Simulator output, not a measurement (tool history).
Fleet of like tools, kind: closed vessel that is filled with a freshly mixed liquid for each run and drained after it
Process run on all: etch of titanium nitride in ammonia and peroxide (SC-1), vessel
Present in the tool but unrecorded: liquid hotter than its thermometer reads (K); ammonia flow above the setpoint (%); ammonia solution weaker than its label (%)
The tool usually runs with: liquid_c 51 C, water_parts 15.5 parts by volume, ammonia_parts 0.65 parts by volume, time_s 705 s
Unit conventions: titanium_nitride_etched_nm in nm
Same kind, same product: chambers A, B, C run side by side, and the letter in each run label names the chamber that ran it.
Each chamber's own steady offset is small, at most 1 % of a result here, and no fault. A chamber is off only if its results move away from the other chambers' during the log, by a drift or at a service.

run,hour,liquid_c,water_parts,ammonia_parts,time_s,hours since the thermometer was replaced,hours since the ammonia flow meter was replaced,hours since the drum of ammonia solution was connected,"read-back film thickness of the titanium nitride reference wafer, read on the same gauge (nm)",titanium_nitride_etched_nm
# hour 1.8: chamber C: ammonia flow meter replaced
1A,7.1,51,15.5,0.65,705,630,556.8,142.9,49.991,39.253
2B,15.6,51,15.5,0.65,705,940.1,1828.4,322.5,50,39.14
3C,30.2,51,15.5,0.65,705,490,28.4,242.1,50.024,39.404
4C,37.5,51,15.5,0.65,705,497.3,35.7,249.4,49.993,39.335
5A,46.3,54,15.5,0.65,880,669.2,596,182.1,50.021,60.186
6B,53.5,54,15.5,0.65,880,978,1866.3,360.4,49.984,59.702
7C,68.5,54,15.5,0.65,880,528.3,66.7,280.4,50.045,60.837
8B,75.5,51,15.5,0.65,705,1000,1888.3,382.4,49.991,38.931
9A,85,51,15.5,0.65,705,707.9,634.7,220.8,49.982,39.591
10C,95.8,51,15.5,0.65,705,555.6,94,307.7,50.012,39.126
11A,108.8,51,15.5,0.65,290,731.7,658.5,244.6,50.016,16.15
12B,115.5,51,15.5,0.65,290,1040,1928.3,422.4,50.019,15.922
13C,124.9,51,15.5,0.65,290,584.7,123.1,336.8,49.981,15.939
14A,132,51,15.5,0.65,705,754.9,681.7,267.8,50.019,39.007
15B,146.4,51,15.5,0.65,705,1070.9,1959.2,453.3,49.994,39.049
16A,154.6,51,20.5,0.65,400,777.5,704.3,290.4,49.992,19.406
17B,165.2,51,20.5,0.65,400,1089.7,1978,472.1,50.001,18.927
18C,178.2,51,20.5,0.65,400,638,176.4,390.1,50.008,18.942
19C,192,51,15.5,0.65,705,651.8,190.2,403.9,49.982,38.562
20B,206.4,51,15.5,0.65,705,1130.9,2019.2,513.3,49.992,39.733
21A,219,51,12.5,0.65,705,841.9,768.7,354.8,50.001,44.524
22C,229.6,51,12.5,0.65,705,689.4,227.8,441.5,49.988,44.126
23B,239.9,51,12.5,0.65,705,1164.4,2052.7,546.8,50.025,43.811
24A,249,51,15.5,0.65,705,871.9,798.7,384.8,49.976,40.221
25B,258.7,51,15.5,0.65,705,1183.2,2071.5,565.6,50.02,38.888
26C,269.7,51,15.5,0.65,705,729.5,267.9,481.6,49.994,39.539
# hour 278.2: chamber B: ammonia flow meter replaced
27A,284.3,51,15.5,0.65,705,907.2,834,420.1,50.017,40.586
# hour 292.3: chamber C: new drum of ammonia solution connected
28C,297.1,51,15.5,0.65,705,756.9,295.3,4.8,49.987,39.186
29B,307.5,51,15.5,0.65,705,1232,29.3,614.4,49.986,38.939
30A,315.4,44.5,15.5,0.65,705,938.3,865.1,451.2,49.994,25.793
31B,326.8,44.5,15.5,0.65,705,1251.3,48.6,633.7,50.033,24.268
32A,335,44.5,15.5,0.65,705,957.9,884.7,470.8,50.024,26.236
33C,344.7,51,15.5,0.65,490,804.5,342.9,52.4,50.004,27.256
34B,354.8,51,15.5,0.65,490,1279.3,76.6,661.7,49.993,27.376

Has any chamber moved away from the others, gradually or after a service, or does the common gauge drift, or do the chambers differ only by their own small steady offsets? State the chamber and the most likely cause if one applies.

One chamber, A, drifts off from the rest bit by bit.
Cause: liquid hotter than its thermometer reads (K) = 0.659.

Chamber A could run next with any of the 4 candidate recipes listed below; each alters the usual settings, and their results appear as question marks. Which one brings its results back in line with what the other chambers deliver on the usual settings?
In-line tolerance around the mean of the other chambers on the usual settings: titanium_nitride_etched_nm 0.99 nm
35A-1,365.9,51,16,0.65,650,,,,,?
35A-2,365.9,51.5,15.5,0.65,720,,,,,?
35A-3,365.9,51,15.5,0.5,705,,,,,?
35A-4,365.9,51,15,0.65,760,,,,,?

Usual-settings mean across the other chambers: titanium_nitride_etched_nm 39.14 nm
run,titanium_nitride_etched_nm
35A-1,37.148
35A-2,43.319
35A-3,39.116
35A-4,44.957
The right change is 35A-3: it brings the chamber back within the allowed miss of the others.

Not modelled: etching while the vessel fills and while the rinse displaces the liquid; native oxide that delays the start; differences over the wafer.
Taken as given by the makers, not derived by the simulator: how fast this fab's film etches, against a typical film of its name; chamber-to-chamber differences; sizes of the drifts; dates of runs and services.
